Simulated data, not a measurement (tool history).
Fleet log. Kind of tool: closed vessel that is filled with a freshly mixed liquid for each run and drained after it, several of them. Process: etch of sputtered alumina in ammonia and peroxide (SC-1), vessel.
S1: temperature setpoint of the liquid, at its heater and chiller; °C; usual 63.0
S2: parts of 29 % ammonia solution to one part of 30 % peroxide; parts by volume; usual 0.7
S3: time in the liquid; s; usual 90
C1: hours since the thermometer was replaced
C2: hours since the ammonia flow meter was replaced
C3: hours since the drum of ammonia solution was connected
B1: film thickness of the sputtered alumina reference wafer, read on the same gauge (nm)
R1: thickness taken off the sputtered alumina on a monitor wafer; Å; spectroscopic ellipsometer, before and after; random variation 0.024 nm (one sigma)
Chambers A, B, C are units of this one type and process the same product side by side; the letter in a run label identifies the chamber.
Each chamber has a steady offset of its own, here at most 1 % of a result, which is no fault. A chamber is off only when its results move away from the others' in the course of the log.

run	day	S1	S2	S3	C1	C2	C3	B1	R1
# day 0.025: chamber A: ammonia flow meter replaced
1C	0.479	63.0	0.7	90	745.1	224.4	361.0	29.993	73.548
2A	0.762	63.0	0.7	90	297.3	17.8	208.2	29.994	73.812
3B	1.238	63.0	0.7	90	1933.3	467.3	86.9	30.015	72.505
4A	1.483	63.0	0.7	90	314.6	35.1	225.5	29.976	73.668
5B	1.900	63.0	0.7	90	1949.2	483.2	102.8	29.999	72.445
6C	2.233	56.5	0.7	140	787.2	266.5	403.1	30.004	82.241
# day 2.571: chamber A: new drum of ammonia solution connected
7B	2.612	56.5	0.7	140	1966.3	500.3	119.9	30.017	80.231
8A	3.038	56.5	0.7	140	351.9	72.4	11.3	29.981	81.548
9C	3.425	63.0	0.7	90	815.8	295.1	431.7	29.982	73.703
10B	3.688	63.0	0.7	90	1992.1	526.1	145.7	29.997	72.925
11C	4.154	63.0	0.7	90	833.3	312.6	449.2	29.972	73.460
# day 4.583: chamber C: new drum of ammonia solution connected
12A	4.583	63.0	0.7	90	389.0	109.5	48.4	29.993	73.926
13A	4.858	63.0	0.7	90	395.6	116.1	55.0	29.982	73.805
14B	5.292	63.0	0.7	90	2030.6	564.6	184.2	29.998	72.814
15C	5.621	63.0	0.7	90	868.5	347.8	25.0	29.991	73.175
16B	6.033	63.0	0.7	90	2048.4	582.4	202.0	30.006	72.752
17A	6.488	63.0	0.7	90	434.7	155.2	94.1	29.979	74.681
18C	6.979	63.0	0.7	90	901.1	380.4	57.6	29.997	73.498
19C	7.362	63.0	0.7	140	910.3	389.6	66.8	29.992	114.000
20B	7.654	63.0	0.7	140	2087.3	621.3	240.9	29.995	112.830
21A	8.133	63.0	0.7	140	474.2	194.7	133.6	30.009	116.900
# day 8.150: chamber B: ammonia flow meter replaced
# day 8.375: chamber C: ammonia flow meter replaced
22C	8.446	63.0	0.7	90	936.3	1.7	92.8	30.010	73.613
23A	8.842	63.0	0.7	90	491.2	211.7	150.6	30.003	75.062
24B	9.183	63.0	0.7	90	2124.0	24.9	277.6	30.002	72.498
25C	9.662	63.0	0.7	90	965.5	30.9	122.0	30.009	73.165
26A	10.029	63.0	0.7	90	519.7	240.2	179.1	29.968	75.239
27B	10.492	63.0	0.7	90	2155.4	56.3	309.0	29.993	72.556
28B	10.992	63.0	0.7	90	2167.4	68.3	321.0	29.994	72.829
29A	11.417	63.0	0.7	90	553.0	273.5	212.4	29.989	75.220
30C	11.838	63.0	0.7	90	1017.7	83.1	174.2	29.988	73.369

Has any chamber moved away from the others, gradually or after a service, or does the common gauge drift, or do the chambers differ only by their own small steady offsets? State the chamber and the most likely cause if one applies.

It is chamber A that slowly wanders off from its peers.
Likeliest cause: liquid hotter than its thermometer reads (K) = 0.531.

Here are 4 candidates for chamber A's next run, each the usual settings with a change, their results left as question marks. Which one brings its results back in line with what the others give on the usual settings?
To be in line, a result may differ from the other chambers' mean on the usual settings by at most: R1 0.820 Å
31A-1	12.212	63.0	0.5	90					?
31A-2	12.212	63.0	1.0	90					?
31A-3	12.212	63.0	0.6	90					?
31A-4	12.212	63.0	0.8	90					?

What the other chambers average on the usual settings: R1 73.020 Å
run	R1
31A-1	73.284
31A-2	78.178
31A-3	74.536
31A-4	76.563
With 31A-1, the chamber falls back in line with the rest.

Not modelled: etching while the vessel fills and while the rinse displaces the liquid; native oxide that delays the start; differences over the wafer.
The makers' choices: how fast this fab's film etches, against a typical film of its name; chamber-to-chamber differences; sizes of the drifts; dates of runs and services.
